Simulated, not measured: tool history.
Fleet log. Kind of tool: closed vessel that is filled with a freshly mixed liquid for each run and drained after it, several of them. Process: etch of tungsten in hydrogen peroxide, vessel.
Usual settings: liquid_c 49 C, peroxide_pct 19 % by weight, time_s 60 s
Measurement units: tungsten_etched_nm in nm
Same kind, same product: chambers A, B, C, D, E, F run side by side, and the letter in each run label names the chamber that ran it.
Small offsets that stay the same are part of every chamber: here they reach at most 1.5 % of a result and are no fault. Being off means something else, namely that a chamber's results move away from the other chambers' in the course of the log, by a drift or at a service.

| run | hour | liquid_c | peroxide_pct | time_s | read-back film thickness of the tungsten reference wafer, read on the same gauge (nm) | tungsten_etched_nm |
|---|---|---|---|---|---|---|
| 1E | 3.8 | 49 | 19 | 60 | 90.004 | 46.57 |
| 2D | 6.3 | 49 | 19 | 60 | 90.019 | 46.642 |
| 3F | 8.7 | 49 | 19 | 60 | 90.001 | 47.152 |
| 4C | 13.5 | 49 | 19 | 60 | 90.033 | 46.498 |
| 5B | 16.1 | 49 | 19 | 60 | 90.03 | 46.183 |
| 6A | 20.9 | 49 | 19 | 60 | 90.049 | 46.694 |
|  | 21.6 | chamber A: new drum of peroxide connected |
| 7A | 24.9 | 49 | 19 | 60 | 89.996 | 46.504 |
| 8D | 28.8 | 49 | 19 | 60 | 89.987 | 46.165 |
| 9E | 33.6 | 49 | 19 | 60 | 90.008 | 46.22 |
| 10B | 37.3 | 49 | 19 | 60 | 90.008 | 46.317 |
| 11F | 40.1 | 49 | 19 | 60 | 89.997 | 47.126 |
| 12C | 44.4 | 49 | 19 | 60 | 90.018 | 45.853 |
| 13C | 47.9 | 49 | 19 | 60 | 90.018 | 46.35 |
| 14A | 50.8 | 49 | 19 | 60 | 89.963 | 46.916 |
| 15E | 54.6 | 49 | 19 | 60 | 90.027 | 45.775 |
| 16F | 57.1 | 41 | 22 | 60 | 90.005 | 30.437 |
| 17B | 62 | 41 | 22 | 60 | 90.065 | 30.073 |
| 18D | 66.8 | 41 | 22 | 60 | 90.01 | 30.204 |
| 19C | 69.1 | 41 | 22 | 60 | 89.999 | 30.307 |
| 20E | 72.6 | 41 | 22 | 60 | 89.997 | 29.524 |
| 21A | 74.7 | 41 | 22 | 60 | 89.99 | 30.23 |
| 22F | 79.3 | 49 | 19 | 60 | 89.972 | 46.902 |
| 23B | 82.7 | 49 | 19 | 60 | 90.043 | 46.131 |
| 24D | 86.4 | 49 | 19 | 60 | 90.027 | 45.952 |
| 25D | 89.4 | 49 | 19 | 60 | 90.059 | 46.322 |
| 26E | 92.5 | 49 | 19 | 60 | 89.979 | 45.346 |
| 27C | 94.8 | 49 | 19 | 60 | 89.962 | 46.455 |
| 28B | 97.4 | 49 | 19 | 60 | 90.035 | 46.137 |
| 29F | 101.2 | 49 | 19 | 60 | 90.077 | 47.198 |
| 30A | 104.3 | 49 | 19 | 60 | 89.984 | 46.384 |
| 31B | 108.5 | 55 | 19 | 60 | 89.987 | 66.274 |
| 32F | 111.4 | 55 | 19 | 60 | 90.009 | 67.591 |
| 33D | 114.5 | 55 | 19 | 60 | 89.953 | 66.49 |
| 34C | 116.9 | 55 | 19 | 60 | 89.976 | 66.31 |
| 35E | 119.1 | 55 | 19 | 60 | 90.012 | 64.255 |
| 36A | 121.6 | 55 | 19 | 60 | 90.029 | 67.453 |
| 37F | 124 | 49 | 19 | 60 | 90.023 | 46.769 |

Each of the 6 chambers runs these same settings next. Fill in every chamber's results:
| 38A | 127.6 | 49 | 19 | 60 |  | ? |
| 38B | 127.6 | 49 | 19 | 60 |  | ? |
| 38C | 127.6 | 49 | 19 | 60 |  | ? |
| 38D | 127.6 | 49 | 19 | 60 |  | ? |
| 38E | 127.6 | 49 | 19 | 60 |  | ? |
| 38F | 127.6 | 49 | 19 | 60 |  | ? |

| run | tungsten_etched_nm |
|---|---|
| 38A | 46.737 |
| 38B | 46.336 |
| 38C | 46.339 |
| 38D | 46.445 |
| 38E | 44.284 |
| 38F | 46.694 |

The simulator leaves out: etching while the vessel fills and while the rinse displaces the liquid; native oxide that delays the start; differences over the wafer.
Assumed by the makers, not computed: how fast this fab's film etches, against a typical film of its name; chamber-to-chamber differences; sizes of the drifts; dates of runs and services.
